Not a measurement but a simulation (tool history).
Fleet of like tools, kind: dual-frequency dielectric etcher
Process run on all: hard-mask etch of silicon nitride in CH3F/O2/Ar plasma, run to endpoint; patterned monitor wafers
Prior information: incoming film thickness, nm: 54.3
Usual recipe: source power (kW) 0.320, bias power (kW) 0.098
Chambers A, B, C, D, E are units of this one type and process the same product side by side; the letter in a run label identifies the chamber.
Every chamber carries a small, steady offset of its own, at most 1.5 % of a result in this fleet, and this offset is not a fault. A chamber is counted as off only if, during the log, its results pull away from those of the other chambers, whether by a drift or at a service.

run    day  source power (kW)  bias power (kW)  hours since the last wet clean  hours since the last source power generator calibration  hours since the last bias power generator calibration  endpoint time (s)
 1E  0.242              0.320            0.098                            65.4                                                   1389.0                                                 1772.5             77.599
 2D  0.442              0.320            0.098                           280.7                                                   1131.9                                                 2042.2             75.541
 3A  0.712              0.320            0.098                           300.4                                                    129.6                                                 3382.8             75.354
 4B  0.942              0.320            0.098                           194.2                                                   1258.1                                                 1834.7             76.861
 5C  1.204              0.320            0.098                           129.0                                                   2434.1                                                 1453.7             76.465
 6B  1.496              0.350            0.085                           207.5                                                   1271.4                                                 1848.0             77.400
 7A  1.679              0.350            0.085                           323.6                                                    152.8                                                 3406.0             76.856
 8E  1.862              0.350            0.085                           104.3                                                   1427.9                                                 1811.4             79.154
 9C  2.188              0.350            0.085                           152.6                                                   2457.7                                                 1477.3             78.224
10D  2.433              0.350            0.085                           328.5                                                   1179.7                                                 2090.0             76.828
11E  2.650              0.320            0.098                           123.2                                                   1446.8                                                 1830.3             77.865
12A  2.825              0.320            0.098                           351.1                                                    180.3                                                 3433.5             75.105
13D  3.167              0.270            0.090                           346.1                                                   1197.3                                                 2107.6             83.504
14B  3.438              0.270            0.090                           254.1                                                   1318.0                                                 1894.6             84.007
15C  3.733              0.270            0.090                           189.7                                                   2494.8                                                 1514.4             82.847
16B  3.954              0.270            0.090                           266.5                                                   1330.4                                                 1907.0             83.899
17C  4.196              0.270            0.090                           200.8                                                   2505.9                                                 1525.5             84.001
18D  4.442              0.250            0.082                           376.7                                                   1227.9                                                 2138.2             88.695
     4.592  -- chamber E: bias power generator calibrated
19A  4.667              0.250            0.082                           395.3                                                    224.5                                                 3477.7             87.956
20E  4.850              0.250            0.082                           176.0                                                   1499.6                                                    6.2             91.056
21A  5.017              0.250            0.082                           403.7                                                    232.9                                                 3486.1             87.638
22D  5.233              0.250            0.082                           395.7                                                   1246.9                                                 2157.2             88.233
23B  5.388              0.320            0.098                           300.9                                                   1364.8                                                 1941.4             76.697
24C  5.550              0.320            0.098                           233.3                                                   2538.4                                                 1558.0             75.702
25E  5.733              0.320            0.098                           197.2                                                   1520.8                                                   27.4             77.790
26C  5.992              0.320            0.098                           243.9                                                   2549.0                                                 1568.6             76.328
27D  6.296              0.320            0.098                           421.2                                                   1272.4                                                 2182.7             76.228
28A  6.612              0.320            0.098                           442.0                                                    271.2                                                 3524.4             74.156
29B  6.958              0.320            0.098                           338.6                                                   1402.5                                                 1979.1             76.902
30E  7.154              0.320            0.098                           231.3                                                   1554.9                                                   61.5             77.096

Next, all 5 chambers run the settings below, one line each with question marks for the results. What does each chamber give?
31A  7.408              0.380            0.098                                                                                                                                                                  ?
31B  7.408              0.380            0.098                                                                                                                                                                  ?
31C  7.408              0.380            0.098                                                                                                                                                                  ?
31D  7.408              0.380            0.098                                                                                                                                                                  ?
31E  7.408              0.380            0.098                                                                                                                                                                  ?

run  endpoint time (s)
31A             68.653
31B             71.573
31C             71.432
31D             70.875
31E             72.969

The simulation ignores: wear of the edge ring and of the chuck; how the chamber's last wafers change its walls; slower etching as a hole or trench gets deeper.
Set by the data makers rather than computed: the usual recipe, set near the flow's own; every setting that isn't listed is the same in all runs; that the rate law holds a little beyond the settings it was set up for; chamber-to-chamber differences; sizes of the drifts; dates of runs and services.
